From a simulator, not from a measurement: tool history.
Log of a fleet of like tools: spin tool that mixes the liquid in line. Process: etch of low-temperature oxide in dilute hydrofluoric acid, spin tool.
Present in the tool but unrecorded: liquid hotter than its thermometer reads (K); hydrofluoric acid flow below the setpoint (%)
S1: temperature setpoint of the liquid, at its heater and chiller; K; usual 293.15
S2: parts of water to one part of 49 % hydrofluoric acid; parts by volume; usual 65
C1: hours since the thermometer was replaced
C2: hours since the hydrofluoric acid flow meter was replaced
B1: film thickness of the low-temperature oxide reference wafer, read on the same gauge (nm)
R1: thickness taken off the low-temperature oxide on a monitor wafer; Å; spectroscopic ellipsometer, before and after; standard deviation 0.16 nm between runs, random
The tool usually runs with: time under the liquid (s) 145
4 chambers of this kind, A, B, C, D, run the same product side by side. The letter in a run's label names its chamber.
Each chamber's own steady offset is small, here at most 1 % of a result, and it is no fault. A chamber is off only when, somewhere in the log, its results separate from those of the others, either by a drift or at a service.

{"run": "1C", "day": 0.183, "S1": 293.15, "S2": 65, "time under the liquid (s)": 145, "C1": 937.9, "C2": 661.2, "B1": 40.0, "R1": 220.56}
{"run": "2B", "day": 0.471, "S1": 293.15, "S2": 65, "time under the liquid (s)": 145, "C1": 30.2, "C2": 1877.4, "B1": 39.985, "R1": 219.67}
{"run": "3D", "day": 0.812, "S1": 293.15, "S2": 65, "time under the liquid (s)": 145, "C1": 518.4, "C2": 419.4, "B1": 40.027, "R1": 222.16}
{"run": "4A", "day": 1.062, "S1": 293.15, "S2": 65, "time under the liquid (s)": 145, "C1": 772.5, "C2": 1016.9, "B1": 40.008, "R1": 220.94}
{"run": "5C", "day": 1.292, "S1": 290.65, "S2": 80, "time under the liquid (s)": 145, "C1": 964.5, "C2": 687.8, "B1": 39.999, "R1": 158.56}
{"run": "6A", "day": 1.554, "S1": 290.65, "S2": 80, "time under the liquid (s)": 145, "C1": 784.3, "C2": 1028.7, "B1": 39.983, "R1": 158.34}
{"day": 1.588, "done": "chamber D: hydrofluoric acid flow meter replaced"}
{"run": "7B", "day": 1.775, "S1": 290.65, "S2": 80, "time under the liquid (s)": 145, "C1": 61.5, "C2": 1908.7, "B1": 40.006, "R1": 157.1}
{"run": "8D", "day": 2.129, "S1": 290.65, "S2": 80, "time under the liquid (s)": 145, "C1": 550.0, "C2": 13.0, "B1": 40.006, "R1": 160.48}
{"run": "9C", "day": 2.517, "S1": 296.65, "S2": 65, "time under the liquid (s)": 90, "C1": 993.9, "C2": 717.2, "B1": 40.026, "R1": 160.27}
{"run": "10A", "day": 2.792, "S1": 296.65, "S2": 65, "time under the liquid (s)": 90, "C1": 814.0, "C2": 1058.4, "B1": 39.986, "R1": 157.29}
{"run": "11B", "day": 3.112, "S1": 296.65, "S2": 65, "time under the liquid (s)": 90, "C1": 93.6, "C2": 1940.8, "B1": 39.986, "R1": 158.02}
{"run": "12D", "day": 3.45, "S1": 296.65, "S2": 65, "time under the liquid (s)": 90, "C1": 581.7, "C2": 44.7, "B1": 39.995, "R1": 159.33}
{"run": "13A", "day": 3.796, "S1": 293.15, "S2": 65, "time under the liquid (s)": 145, "C1": 838.1, "C2": 1082.5, "B1": 40.006, "R1": 220.47}
{"run": "14B", "day": 4.033, "S1": 293.15, "S2": 65, "time under the liquid (s)": 145, "C1": 115.7, "C2": 1962.9, "B1": 39.997, "R1": 218.52}
{"run": "15C", "day": 4.379, "S1": 293.15, "S2": 65, "time under the liquid (s)": 145, "C1": 1038.6, "C2": 761.9, "B1": 39.999, "R1": 230.01}
{"run": "16D", "day": 4.758, "S1": 293.15, "S2": 65, "time under the liquid (s)": 145, "C1": 613.1, "C2": 76.1, "B1": 40.001, "R1": 221.24}
{"run": "17C", "day": 5.008, "S1": 293.15, "S2": 65, "time under the liquid (s)": 145, "C1": 1053.7, "C2": 777.0, "B1": 39.987, "R1": 229.24}
{"run": "18A", "day": 5.196, "S1": 293.15, "S2": 65, "time under the liquid (s)": 145, "C1": 871.7, "C2": 1116.1, "B1": 40.007, "R1": 219.94}
{"run": "19D", "day": 5.579, "S1": 293.15, "S2": 65, "time under the liquid (s)": 145, "C1": 632.8, "C2": 95.8, "B1": 40.0, "R1": 219.64}
{"run": "20B", "day": 5.979, "S1": 293.15, "S2": 65, "time under the liquid (s)": 145, "C1": 162.4, "C2": 2009.6, "B1": 40.012, "R1": 219.26}
{"run": "21A", "day": 6.179, "S1": 293.15, "S2": 65, "time under the liquid (s)": 145, "C1": 895.3, "C2": 1139.7, "B1": 39.998, "R1": 222.74}
{"run": "22C", "day": 6.471, "S1": 293.15, "S2": 65, "time under the liquid (s)": 145, "C1": 1088.8, "C2": 812.1, "B1": 40.004, "R1": 235.09}
{"day": 6.608, "done": "chamber B: hydrofluoric acid flow meter replaced"}
{"run": "23B", "day": 6.667, "S1": 293.15, "S2": 65, "time under the liquid (s)": 145, "C1": 178.9, "C2": 1.5, "B1": 39.987, "R1": 221.41}
{"run": "24D", "day": 7.008, "S1": 293.15, "S2": 65, "time under the liquid (s)": 145, "C1": 667.1, "C2": 130.1, "B1": 40.002, "R1": 222.61}
{"run": "25A", "day": 7.312, "S1": 293.15, "S2": 65, "time under the liquid (s)": 145, "C1": 922.5, "C2": 1166.9, "B1": 39.992, "R1": 222.16}

Does one chamber stand apart from the rest, does the shared gauge drift, or is all well apart from small per-chamber offsets? Give the chamber and the most likely cause, where there is one.

Chamber C drifts away from the others.
What lies behind it: liquid hotter than its thermometer reads (K) = 1.64.
The log may not separate it from: hydrofluoric acid flow above the setpoint (%).

Below are 4 candidate recipes for chamber C's next run, each the usual settings with a change, their results shown as question marks. Which of them brings C's results back in line with what the other chambers give on the usual settings?
In line here means within this much of the mean the other chambers give on the usual settings: R1 5.70 Å
{"run": "26C-1", "day": 7.604, "S1": 293.15, "S2": 65, "time under the liquid (s)": 155, "R1": "?"}
{"run": "26C-2", "day": 7.604, "S1": 292.65, "S2": 65, "time under the liquid (s)": 130, "R1": "?"}
{"run": "26C-3", "day": 7.604, "S1": 293.65, "S2": 65, "time under the liquid (s)": 160, "R1": "?"}
{"run": "26C-4", "day": 7.604, "S1": 293.15, "S2": 65, "time under the liquid (s)": 135, "R1": "?"}

Usual-settings mean across the other chambers: R1 220.95 Å
run=26C-1 R1=251.70
run=26C-2 R1=206.68
run=26C-3 R1=265.36
run=26C-4 R1=219.22
26C-4 puts the chamber back in line with the other chambers.

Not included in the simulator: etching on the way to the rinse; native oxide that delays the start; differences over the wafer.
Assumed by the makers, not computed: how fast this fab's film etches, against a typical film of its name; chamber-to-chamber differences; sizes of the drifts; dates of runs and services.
